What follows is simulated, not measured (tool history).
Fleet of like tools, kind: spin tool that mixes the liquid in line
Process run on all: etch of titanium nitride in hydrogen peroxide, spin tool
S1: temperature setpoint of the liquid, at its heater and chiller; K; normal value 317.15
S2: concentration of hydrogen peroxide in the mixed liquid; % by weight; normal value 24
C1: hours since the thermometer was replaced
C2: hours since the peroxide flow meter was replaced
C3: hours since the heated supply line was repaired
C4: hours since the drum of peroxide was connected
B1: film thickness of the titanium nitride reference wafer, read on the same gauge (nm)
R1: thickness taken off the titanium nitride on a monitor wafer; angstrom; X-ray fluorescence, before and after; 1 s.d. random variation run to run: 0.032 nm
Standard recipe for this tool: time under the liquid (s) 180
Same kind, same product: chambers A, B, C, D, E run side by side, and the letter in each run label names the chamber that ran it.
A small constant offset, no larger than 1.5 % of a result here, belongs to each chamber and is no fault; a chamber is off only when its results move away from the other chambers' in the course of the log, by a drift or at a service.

run 1E hour=4.8 | S1=317.15 S2=24 time_under_the_liquid_(s)=180 | C1=158.7 C2=1072.2 C3=1904.4 C4=220.5 | B1=100 | R1=100.25
run 2D hour=9.1 | S1=317.15 S2=24 time_under_the_liquid_(s)=180 | C1=1470.5 C2=280.5 C3=1124.5 C4=1115.2 | B1=100.03 | R1=99.791
run 3C hour=16 | S1=317.15 S2=24 time_under_the_liquid_(s)=180 | C1=396.7 C2=900 C3=2284.9 C4=480.9 | B1=99.967 | R1=99.364
-- hour=19.4 chamber C: heated supply line repaired
run 4B hour=21.7 | S1=317.15 S2=24 time_under_the_liquid_(s)=180 | C1=866.5 C2=419.9 C3=938 C4=428.1 | B1=100.03 | R1=99.955
run 5A hour=24.9 | S1=317.15 S2=24 time_under_the_liquid_(s)=180 | C1=1204.9 C2=653.8 C3=1727 C4=296.5 | B1=99.99 | R1=99.061
run 6C hour=28.6 | S1=317.15 S2=24 time_under_the_liquid_(s)=180 | C1=409.3 C2=912.6 C3=9.2 C4=493.5 | B1=100 | R1=99.183
run 7B hour=33.2 | S1=317.15 S2=24 time_under_the_liquid_(s)=180 | C1=878 C2=431.4 C3=949.5 C4=439.6 | B1=99.996 | R1=100.48
run 8E hour=38.9 | S1=317.15 S2=24 time_under_the_liquid_(s)=180 | C1=192.8 C2=1106.3 C3=1938.5 C4=254.6 | B1=100.04 | R1=100.14
run 9A hour=44.7 | S1=317.15 S2=27.5 time_under_the_liquid_(s)=180 | C1=1224.7 C2=673.6 C3=1746.8 C4=316.3 | B1=100.02 | R1=102.2
run 10D hour=48.4 | S1=317.15 S2=27.5 time_under_the_liquid_(s)=180 | C1=1509.8 C2=319.8 C3=1163.8 C4=1154.5 | B1=100.02 | R1=102.42
run 11B hour=51.5 | S1=317.15 S2=27.5 time_under_the_liquid_(s)=180 | C1=896.3 C2=449.7 C3=967.8 C4=457.9 | B1=99.996 | R1=102.05
run 12A hour=56.5 | S1=317.15 S2=27.5 time_under_the_liquid_(s)=180 | C1=1236.5 C2=685.4 C3=1758.6 C4=328.1 | B1=99.989 | R1=101.99
run 13E hour=60 | S1=317.15 S2=27.5 time_under_the_liquid_(s)=180 | C1=213.9 C2=1127.4 C3=1959.6 C4=275.7 | B1=100.02 | R1=103.12
run 14C hour=64.3 | S1=317.15 S2=27.5 time_under_the_liquid_(s)=180 | C1=445 C2=948.3 C3=44.9 C4=529.2 | B1=99.98 | R1=102.63
run 15D hour=70 | S1=317.15 S2=27.5 time_under_the_liquid_(s)=180 | C1=1531.4 C2=341.4 C3=1185.4 C4=1176.1 | B1=99.992 | R1=102.38
-- hour=76.2 chamber D: new drum of peroxide connected
run 16D hour=76.3 | S1=317.15 S2=27.5 time_under_the_liquid_(s)=180 | C1=1537.7 C2=347.7 C3=1191.7 C4=0.2 | B1=99.988 | R1=103.6
run 17E hour=81.9 | S1=317.15 S2=27.5 time_under_the_liquid_(s)=180 | C1=235.8 C2=1149.3 C3=1981.5 C4=297.6 | B1=100.01 | R1=102.5
run 18B hour=87.2 | S1=317.15 S2=27.5 time_under_the_liquid_(s)=180 | C1=932 C2=485.4 C3=1003.5 C4=493.6 | B1=100.03 | R1=103.1
run 19C hour=90.5 | S1=317.15 S2=24 time_under_the_liquid_(s)=180 | C1=471.2 C2=974.5 C3=71.1 C4=555.4 | B1=99.994 | R1=98.89
run 20A hour=96.2 | S1=317.15 S2=20 time_under_the_liquid_(s)=135 | C1=1276.2 C2=725.1 C3=1798.3 C4=367.8 | B1=100 | R1=70.991
run 21A hour=103.1 | S1=317.15 S2=20 time_under_the_liquid_(s)=135 | C1=1283.1 C2=732 C3=1805.2 C4=374.7 | B1=99.977 | R1=71.109
run 22B hour=106.2 | S1=317.15 S2=20 time_under_the_liquid_(s)=135 | C1=951 C2=504.4 C3=1022.5 C4=512.6 | B1=99.997 | R1=71.97
run 23C hour=110.3 | S1=317.15 S2=20 time_under_the_liquid_(s)=135 | C1=491 C2=994.3 C3=90.9 C4=575.2 | B1=100.01 | R1=71.082
run 24E hour=115.7 | S1=317.15 S2=20 time_under_the_liquid_(s)=135 | C1=269.6 C2=1183.1 C3=2015.3 C4=331.4 | B1=99.99 | R1=72.039
run 25D hour=119.4 | S1=317.15 S2=24 time_under_the_liquid_(s)=180 | C1=1580.8 C2=390.8 C3=1234.8 C4=43.3 | B1=100.02 | R1=99.589
run 26A hour=126.3 | S1=317.15 S2=24 time_under_the_liquid_(s)=180 | C1=1306.3 C2=755.2 C3=1828.4 C4=397.9 | B1=100.01 | R1=98.421
run 27C hour=129.5 | S1=317.15 S2=24 time_under_the_liquid_(s)=180 | C1=510.2 C2=1013.5 C3=110.1 C4=594.4 | B1=99.984 | R1=98.037
run 28D hour=136.5 | S1=317.15 S2=24 time_under_the_liquid_(s)=180 | C1=1597.9 C2=407.9 C3=1251.9 C4=60.4 | B1=100.01 | R1=99.813
run 29B hour=141.8 | S1=317.15 S2=24 time_under_the_liquid_(s)=180 | C1=986.6 C2=540 C3=1058.1 C4=548.2 | B1=100.01 | R1=99.595
-- hour=146 chamber B: new drum of peroxide connected
run 30E hour=148 | S1=317.15 S2=24 time_under_the_liquid_(s)=180 | C1=301.9 C2=1215.4 C3=2047.6 C4=363.7 | B1=100 | R1=99.854
run 31E hour=151.6 | S1=317.15 S2=24 time_under_the_liquid_(s)=180 | C1=305.5 C2=1219 C3=2051.2 C4=367.3 | B1=99.992 | R1=99.742
run 32B hour=155.7 | S1=317.15 S2=24 time_under_the_liquid_(s)=180 | C1=1000.5 C2=553.9 C3=1072 C4=9.8 | B1=100 | R1=98.78
run 33C hour=162.4 | S1=317.15 S2=24 time_under_the_liquid_(s)=180 | C1=543.1 C2=1046.4 C3=143 C4=627.3 | B1=100.02 | R1=97.363
run 34D hour=169.3 | S1=317.15 S2=24 time_under_the_liquid_(s)=180 | C1=1630.7 C2=440.7 C3=1284.7 C4=93.2 | B1=99.968 | R1=99.713
run 35A hour=174.3 | S1=317.15 S2=24 time_under_the_liquid_(s)=180 | C1=1354.3 C2=803.2 C3=1876.4 C4=445.9 | B1=99.994 | R1=98.511
run 36E hour=180.6 | S1=317.15 S2=24 time_under_the_liquid_(s)=180 | C1=334.5 C2=1248 C3=2080.2 C4=396.3 | B1=99.981 | R1=100.32
run 37D hour=183.8 | S1=317.15 S2=24 time_under_the_liquid_(s)=180 | C1=1645.2 C2=455.2 C3=1299.2 C4=107.7 | B1=99.975 | R1=99.948
run 38B hour=188.1 | S1=317.15 S2=24 time_under_the_liquid_(s)=180 | C1=1032.9 C2=586.3 C3=1104.4 C4=42.2 | B1=99.98 | R1=99.722

The same settings go to every chamber for the next run, one line per chamber below. Forecast the results for each:
run 39A hour=193.2 | S1=317.15 S2=24 time_under_the_liquid_(s)=215 | R1=?
run 39B hour=193.2 | S1=317.15 S2=24 time_under_the_liquid_(s)=215 | R1=?
run 39C hour=193.2 | S1=317.15 S2=24 time_under_the_liquid_(s)=215 | R1=?
run 39D hour=193.2 | S1=317.15 S2=24 time_under_the_liquid_(s)=215 | R1=?
run 39E hour=193.2 | S1=317.15 S2=24 time_under_the_liquid_(s)=215 | R1=?

run=39A R1=117.41
run=39B R1=118.83
run=39C R1=116.12
run=39D R1=119.85
run=39E R1=119.25
